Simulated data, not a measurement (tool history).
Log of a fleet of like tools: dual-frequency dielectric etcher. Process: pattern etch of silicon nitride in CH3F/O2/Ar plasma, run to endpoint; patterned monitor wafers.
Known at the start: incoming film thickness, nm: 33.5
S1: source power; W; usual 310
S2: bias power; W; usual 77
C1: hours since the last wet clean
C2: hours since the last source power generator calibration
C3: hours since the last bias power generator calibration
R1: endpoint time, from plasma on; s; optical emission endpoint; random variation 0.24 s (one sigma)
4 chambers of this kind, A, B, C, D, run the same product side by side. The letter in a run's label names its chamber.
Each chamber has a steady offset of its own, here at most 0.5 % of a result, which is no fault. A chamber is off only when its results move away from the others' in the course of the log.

| run | hour | S1 | S2 | C1 | C2 | C3 | R1 |
|---|---|---|---|---|---|---|---|
| 1A | 4.6 | 310 | 77 | 175.1 | 335.9 | 123.1 | 51.955 |
| 2B | 8.0 | 310 | 77 | 432.7 | 3115.5 | 1284.9 | 51.709 |
|  | 11.9 | chamber D: wet clean of the chamber |
| 3D | 13.4 | 310 | 77 | 1.6 | 1288.4 | 2894.4 | 52.127 |
| 4C | 16.7 | 310 | 77 | 63.4 | 723.2 | 1098.9 | 51.902 |
| 5C | 20.0 | 310 | 77 | 66.7 | 726.5 | 1102.2 | 51.840 |
| 6B | 22.7 | 310 | 77 | 447.4 | 3130.2 | 1299.6 | 51.709 |
| 7D | 27.7 | 310 | 77 | 15.9 | 1302.7 | 2908.7 | 52.219 |
| 8A | 30.7 | 310 | 77 | 201.2 | 362.0 | 149.2 | 51.877 |
| 9D | 33.8 | 310 | 77 | 22.0 | 1308.8 | 2914.8 | 52.223 |
| 10A | 36.3 | 310 | 77 | 206.8 | 367.6 | 154.8 | 52.109 |
| 11C | 41.5 | 310 | 77 | 88.2 | 748.0 | 1123.7 | 52.231 |
| 12B | 46.7 | 310 | 77 | 471.4 | 3154.2 | 1323.6 | 52.139 |
| 13B | 49.4 | 310 | 77 | 474.1 | 3156.9 | 1326.3 | 51.966 |
|  | 49.8 | chamber B: wet clean of the chamber |
| 14D | 54.8 | 310 | 77 | 43.0 | 1329.8 | 2935.8 | 52.038 |
| 15C | 58.6 | 310 | 77 | 105.3 | 765.1 | 1140.8 | 51.748 |
| 16A | 63.4 | 310 | 77 | 233.9 | 394.7 | 181.9 | 51.633 |
| 17D | 68.5 | 310 | 77 | 56.7 | 1343.5 | 2949.5 | 52.337 |
| 18C | 72.8 | 310 | 77 | 119.5 | 779.3 | 1155.0 | 51.915 |
| 19A | 75.6 | 240 | 94 | 246.1 | 406.9 | 194.1 | 53.350 |
| 20B | 78.7 | 240 | 94 | 28.9 | 3186.2 | 1355.6 | 53.651 |
| 21B | 81.3 | 240 | 94 | 31.5 | 3188.8 | 1358.2 | 52.948 |
| 22A | 86.2 | 240 | 94 | 256.7 | 417.5 | 204.7 | 53.840 |
| 23C | 90.7 | 310 | 77 | 137.4 | 797.2 | 1172.9 | 52.191 |
| 24D | 93.8 | 310 | 77 | 82.0 | 1368.8 | 2974.8 | 51.686 |
| 25D | 97.5 | 310 | 77 | 85.7 | 1372.5 | 2978.5 | 52.087 |
| 26C | 102.3 | 310 | 77 | 149.0 | 808.8 | 1184.5 | 52.059 |
| 27A | 106.3 | 310 | 77 | 276.8 | 437.6 | 224.8 | 52.152 |
| 28B | 108.7 | 370 | 77 | 58.9 | 3216.2 | 1385.6 | 48.435 |
| 29A | 111.5 | 370 | 77 | 282.0 | 442.8 | 230.0 | 48.642 |
| 30B | 116.4 | 370 | 77 | 66.6 | 3223.9 | 1393.3 | 48.176 |
| 31C | 121.1 | 370 | 77 | 167.8 | 827.6 | 1203.3 | 48.806 |
| 32D | 124.6 | 310 | 77 | 112.8 | 1399.6 | 3005.6 | 51.947 |
| 33D | 128.0 | 310 | 77 | 116.2 | 1403.0 | 3009.0 | 51.900 |
| 34A | 132.2 | 310 | 77 | 302.7 | 463.5 | 250.7 | 52.254 |
| 35B | 135.2 | 310 | 77 | 85.4 | 3242.7 | 1412.1 | 51.899 |
| 36C | 140.3 | 310 | 77 | 187.0 | 846.8 | 1222.5 | 51.893 |
| 37D | 145.2 | 310 | 77 | 133.4 | 1420.2 | 3026.2 | 51.888 |
| 38C | 147.8 | 260 | 62 | 194.5 | 854.3 | 1230.0 | 60.134 |

Next, every chamber runs the same settings. What will each give?
| 39A | 151.7 | 310 | 59 |  |  |  | ? |
| 39B | 151.7 | 310 | 59 |  |  |  | ? |
| 39C | 151.7 | 310 | 59 |  |  |  | ? |
| 39D | 151.7 | 310 | 59 |  |  |  | ? |

| run | R1 |
|---|---|
| 39A | 57.427 |
| 39B | 57.365 |
| 39C | 56.986 |
| 39D | 57.245 |
